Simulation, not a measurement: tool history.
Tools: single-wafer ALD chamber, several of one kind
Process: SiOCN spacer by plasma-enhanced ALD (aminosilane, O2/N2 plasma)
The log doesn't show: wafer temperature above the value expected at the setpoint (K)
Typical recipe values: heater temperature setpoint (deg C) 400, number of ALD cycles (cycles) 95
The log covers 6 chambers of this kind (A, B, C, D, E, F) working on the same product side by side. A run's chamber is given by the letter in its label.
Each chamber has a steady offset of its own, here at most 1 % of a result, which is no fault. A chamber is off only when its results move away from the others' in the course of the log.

| run | hour | heater temperature setpoint (deg C) | number of ALD cycles (cycles) | hours since the last thermocouple change | read-back reference wafer on the same gauge, thickness_nm | mean film thickness on the monitor wafer (nm) |
|---|---|---|---|---|---|---|
| 1E | 6.5 | 400 | 95 | 713.4 | 5.2985 | 5.7415 |
| 2D | 12.3 | 400 | 95 | 2214.9 | 5.2948 | 5.7259 |
| 3F | 17.9 | 400 | 95 | 702.2 | 5.3003 | 5.7455 |
| 4B | 23.4 | 400 | 95 | 176.3 | 5.2954 | 5.7072 |
| 5A | 27.1 | 400 | 95 | 254 | 5.3 | 5.6672 |
| 6C | 30.5 | 400 | 95 | 1547.5 | 5.2952 | 5.7329 |
| 7C | 33.6 | 400 | 95 | 1550.6 | 5.3002 | 5.6921 |
| 8D | 39.7 | 400 | 95 | 2242.3 | 5.2981 | 5.7638 |
| 9E | 43.5 | 400 | 95 | 750.4 | 5.2894 | 5.7706 |
| 10F | 50.3 | 400 | 95 | 734.6 | 5.2959 | 5.7489 |
| 11B | 57.1 | 400 | 95 | 210 | 5.2971 | 5.7115 |
| 12A | 60.3 | 400 | 95 | 287.2 | 5.3002 | 5.7387 |
| 13B | 63.6 | 400 | 95 | 216.5 | 5.2995 | 5.6468 |
| 14E | 66.8 | 400 | 95 | 773.7 | 5.295 | 5.7776 |
| 15F | 71.1 | 400 | 95 | 755.4 | 5.3003 | 5.772 |
| 16C | 75.2 | 400 | 95 | 1592.2 | 5.3017 | 5.7072 |
| 17D | 80.1 | 400 | 95 | 2282.7 | 5.3 | 5.7984 |
| 18A | 84.8 | 400 | 95 | 311.7 | 5.3078 | 5.7466 |
| 19D | 91.8 | 400 | 95 | 2294.4 | 5.307 | 5.7558 |
| 20F | 97 | 400 | 95 | 781.3 | 5.2992 | 5.8085 |
| 21E | 101.3 | 393 | 88 | 808.2 | 5.3053 | 5.3563 |
| 22A | 107.1 | 393 | 88 | 334 | 5.2981 | 5.3461 |
| 23B | 110.3 | 393 | 88 | 263.2 | 5.2969 | 5.2305 |
| 24C | 114.9 | 393 | 88 | 1631.9 | 5.3013 | 5.244 |
| 25A | 120.3 | 393 | 88 | 347.2 | 5.303 | 5.3122 |
|  | 125.5 | chamber D: thermocouple changed; heater temperature recalibrated |
| 26C | 125.7 | 393 | 88 | 1642.7 | 5.295 | 5.2444 |
| 27F | 131.4 | 400 | 95 | 815.7 | 5.3017 | 5.7351 |
| 28E | 137.9 | 400 | 95 | 844.8 | 5.2971 | 5.7418 |
| 29B | 144.4 | 400 | 95 | 297.3 | 5.3009 | 5.674 |
| 30D | 148.1 | 400 | 95 | 22.7 | 5.3029 | 5.7901 |
| 31B | 151.8 | 386 | 101 | 304.7 | 5.3028 | 6.0509 |
| 32E | 157.2 | 386 | 101 | 864.1 | 5.2974 | 6.1907 |
| 33F | 162.3 | 386 | 101 | 846.6 | 5.3016 | 6.0832 |
| 34D | 165.8 | 386 | 101 | 40.4 | 5.2972 | 6.0691 |
| 35C | 169.1 | 386 | 101 | 1686.1 | 5.3018 | 6.0489 |
| 36A | 172.7 | 386 | 101 | 399.6 | 5.2986 | 6.0761 |
| 37A | 176.3 | 400 | 95 | 403.2 | 5.2991 | 5.8137 |
| 38B | 180.4 | 400 | 95 | 333.3 | 5.3004 | 5.6955 |
| 39D | 184.4 | 400 | 95 | 59 | 5.2976 | 5.7698 |
| 40C | 189.3 | 400 | 95 | 1706.3 | 5.3017 | 5.736 |
| 41F | 195.3 | 400 | 95 | 879.6 | 5.3006 | 5.7471 |

Is one chamber out of step, is the gauge drifting, or do the chambers differ by no more than their own small offsets? For an off chamber, give its letter and the likeliest cause.

No chamber is off and the gauge is stable; the differences are just each chamber's small, constant offset.
